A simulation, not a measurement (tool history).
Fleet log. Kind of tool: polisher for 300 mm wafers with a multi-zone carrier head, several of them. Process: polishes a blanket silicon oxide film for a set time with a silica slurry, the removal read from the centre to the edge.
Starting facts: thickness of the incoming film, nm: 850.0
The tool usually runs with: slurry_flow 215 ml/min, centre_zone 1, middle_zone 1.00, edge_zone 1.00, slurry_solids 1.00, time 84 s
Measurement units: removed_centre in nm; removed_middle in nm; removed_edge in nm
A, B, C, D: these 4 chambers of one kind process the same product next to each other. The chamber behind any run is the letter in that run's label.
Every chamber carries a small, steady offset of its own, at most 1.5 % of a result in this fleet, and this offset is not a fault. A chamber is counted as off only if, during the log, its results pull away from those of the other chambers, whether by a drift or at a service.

| run | day | slurry_flow | centre_zone | middle_zone | edge_zone | slurry_solids | time | removed_centre | removed_middle | removed_edge |
|---|---|---|---|---|---|---|---|---|---|---|
| 1A | 0.225 | 215 | 1 | 1.00 | 1.00 | 1.00 | 84 | 229.50 | 228.21 | 224.64 |
|  | 0.242 | chamber A: worn pad replaced by a new one |
| 2B | 0.412 | 215 | 1 | 1.00 | 1.00 | 1.00 | 84 | 226.36 | 229.99 | 230.95 |
| 3C | 0.571 | 215 | 1 | 1.00 | 1.00 | 1.00 | 84 | 229.95 | 226.63 | 228.21 |
| 4D | 0.696 | 215 | 1 | 1.00 | 1.00 | 1.00 | 84 | 232.99 | 229.73 | 229.22 |
| 5A | 0.850 | 215 | 1 | 1.00 | 1.00 | 1.00 | 84 | 234.41 | 227.07 | 227.23 |
| 6B | 0.996 | 215 | 1 | 0.96 | 1.00 | 1.00 | 73 | 200.38 | 195.98 | 198.76 |
| 7C | 1.196 | 215 | 1 | 0.96 | 1.00 | 1.00 | 73 | 200.03 | 186.96 | 198.03 |
|  | 1.321 | chamber D: slurry nozzle cleaned |
| 8D | 1.383 | 215 | 1 | 0.96 | 1.00 | 1.00 | 73 | 198.93 | 193.12 | 199.04 |
| 9A | 1.642 | 215 | 1 | 0.96 | 1.00 | 1.00 | 73 | 197.53 | 192.56 | 197.25 |
|  | 1.650 | chamber D: worn pad replaced by a new one |
| 10B | 1.883 | 215 | 1 | 1.00 | 0.93 | 1.00 | 84 | 224.38 | 227.51 | 219.93 |
| 11C | 2.150 | 215 | 1 | 1.00 | 0.93 | 1.00 | 84 | 230.41 | 230.45 | 218.33 |
| 12D | 2.325 | 215 | 1 | 1.00 | 0.93 | 1.00 | 84 | 219.06 | 234.71 | 222.06 |
|  | 2.350 | chamber C: worn pad replaced by a new one |
| 13D | 2.583 | 215 | 1 | 1.00 | 0.93 | 1.00 | 84 | 228.69 | 234.85 | 220.64 |
|  | 2.679 | chamber C: slurry nozzle cleaned |
| 14B | 2.742 | 215 | 1 | 1.00 | 1.00 | 1.00 | 84 | 228.70 | 230.88 | 231.21 |
|  | 2.908 | chamber B: worn pad replaced by a new one |
| 15C | 2.962 | 215 | 1 | 1.00 | 1.00 | 1.00 | 84 | 226.26 | 229.94 | 228.21 |
| 16A | 3.117 | 215 | 1 | 1.00 | 1.00 | 1.00 | 84 | 229.92 | 231.19 | 226.50 |
| 17A | 3.338 | 215 | 1 | 1.00 | 1.00 | 1.00 | 84 | 226.76 | 225.32 | 226.28 |
| 18C | 3.508 | 215 | 1 | 1.00 | 0.96 | 1.00 | 103 | 282.76 | 282.73 | 275.38 |
| 19B | 3.712 | 215 | 1 | 1.00 | 0.96 | 1.00 | 103 | 277.30 | 280.31 | 280.18 |
|  | 3.750 | chamber C: centre zone pressure recalibrated |
| 20D | 3.846 | 215 | 1 | 1.00 | 0.96 | 1.00 | 103 | 280.44 | 289.76 | 273.08 |
| 21C | 4.042 | 215 | 1 | 1.00 | 0.96 | 1.00 | 103 | 302.74 | 275.49 | 272.06 |
| 22A | 4.308 | 215 | 1 | 1.00 | 1.00 | 1.00 | 84 | 228.12 | 229.72 | 223.27 |
| 23B | 4.558 | 215 | 1 | 1.00 | 1.00 | 1.00 | 84 | 228.96 | 231.09 | 231.87 |
| 24D | 4.721 | 145 | 1 | 1.00 | 0.90 | 1.00 | 84 | 212.00 | 215.85 | 207.32 |
| 25A | 4.888 | 145 | 1 | 1.00 | 0.90 | 1.00 | 84 | 213.44 | 215.85 | 202.40 |
| 26B | 5.104 | 145 | 1 | 1.00 | 0.90 | 1.00 | 84 | 205.29 | 213.02 | 210.50 |
| 27D | 5.238 | 145 | 1 | 1.00 | 0.90 | 1.00 | 84 | 211.60 | 215.36 | 206.45 |
| 28C | 5.471 | 215 | 1 | 1.00 | 1.00 | 1.00 | 84 | 246.15 | 227.97 | 225.54 |
| 29B | 5.688 | 215 | 1 | 1.00 | 1.00 | 1.00 | 84 | 228.05 | 228.41 | 231.67 |
| 30A | 5.888 | 215 | 1 | 1.00 | 1.00 | 1.00 | 84 | 225.83 | 226.46 | 224.54 |
| 31D | 6.058 | 215 | 1 | 1.00 | 1.00 | 1.00 | 84 | 229.04 | 227.33 | 230.36 |
| 32C | 6.208 | 215 | 1 | 1.00 | 1.00 | 1.00 | 84 | 254.05 | 229.06 | 225.80 |
| 33B | 6.338 | 215 | 1 | 1.00 | 1.00 | 1.00 | 84 | 226.80 | 230.10 | 230.04 |
|  | 6.479 | chamber A: worn pad replaced by a new one |
| 34A | 6.504 | 215 | 1 | 1.00 | 1.00 | 1.00 | 84 | 224.10 | 223.59 | 227.01 |
| 35D | 6.667 | 215 | 1 | 1.00 | 0.89 | 0.75 | 84 | 198.57 | 202.91 | 188.56 |
|  | 6.671 | chamber A: edge zone pressure recalibrated |
| 36C | 6.792 | 215 | 1 | 1.00 | 0.89 | 0.75 | 84 | 219.34 | 197.73 | 186.79 |
| 37C | 7.000 | 215 | 1 | 1.00 | 0.89 | 0.75 | 84 | 217.07 | 202.65 | 186.29 |
|  | 7.012 | chamber D: worn pad replaced by a new one |
| 38B | 7.121 | 215 | 1 | 1.00 | 0.89 | 0.75 | 84 | 198.97 | 198.97 | 190.27 |
| 39A | 7.346 | 215 | 1 | 1.00 | 1.00 | 1.00 | 84 | 228.43 | 229.09 | 226.33 |
| 40D | 7.567 | 215 | 1 | 1.00 | 1.00 | 1.00 | 84 | 232.30 | 227.99 | 231.37 |
| 41B | 7.742 | 215 | 1 | 1.00 | 1.00 | 1.00 | 84 | 230.32 | 227.92 | 232.46 |
| 42C | 7.954 | 215 | 1 | 1.00 | 1.00 | 1.00 | 84 | 253.10 | 226.73 | 228.06 |
| 43D | 8.104 | 215 | 1 | 1.00 | 1.00 | 1.00 | 66 | 175.69 | 182.18 | 182.10 |
| 44A | 8.279 | 215 | 1 | 1.00 | 1.00 | 1.00 | 66 | 181.16 | 180.61 | 178.09 |

Next, all 4 chambers run the settings below, one line each with question marks for the results. What does each chamber give?
| 45A | 8.475 | 215 | 1 | 1.00 | 1.00 | 1.00 | 107 | ? | ? | ? |
| 45B | 8.475 | 215 | 1 | 1.00 | 1.00 | 1.00 | 107 | ? | ? | ? |
| 45C | 8.475 | 215 | 1 | 1.00 | 1.00 | 1.00 | 107 | ? | ? | ? |
| 45D | 8.475 | 215 | 1 | 1.00 | 1.00 | 1.00 | 107 | ? | ? | ? |

| run | removed_centre | removed_middle | removed_edge |
|---|---|---|---|
| 45A | 289.21 | 284.54 | 287.55 |
| 45B | 294.07 | 292.90 | 294.21 |
| 45C | 314.29 | 291.61 | 287.63 |
| 45D | 282.49 | 290.46 | 293.59 |
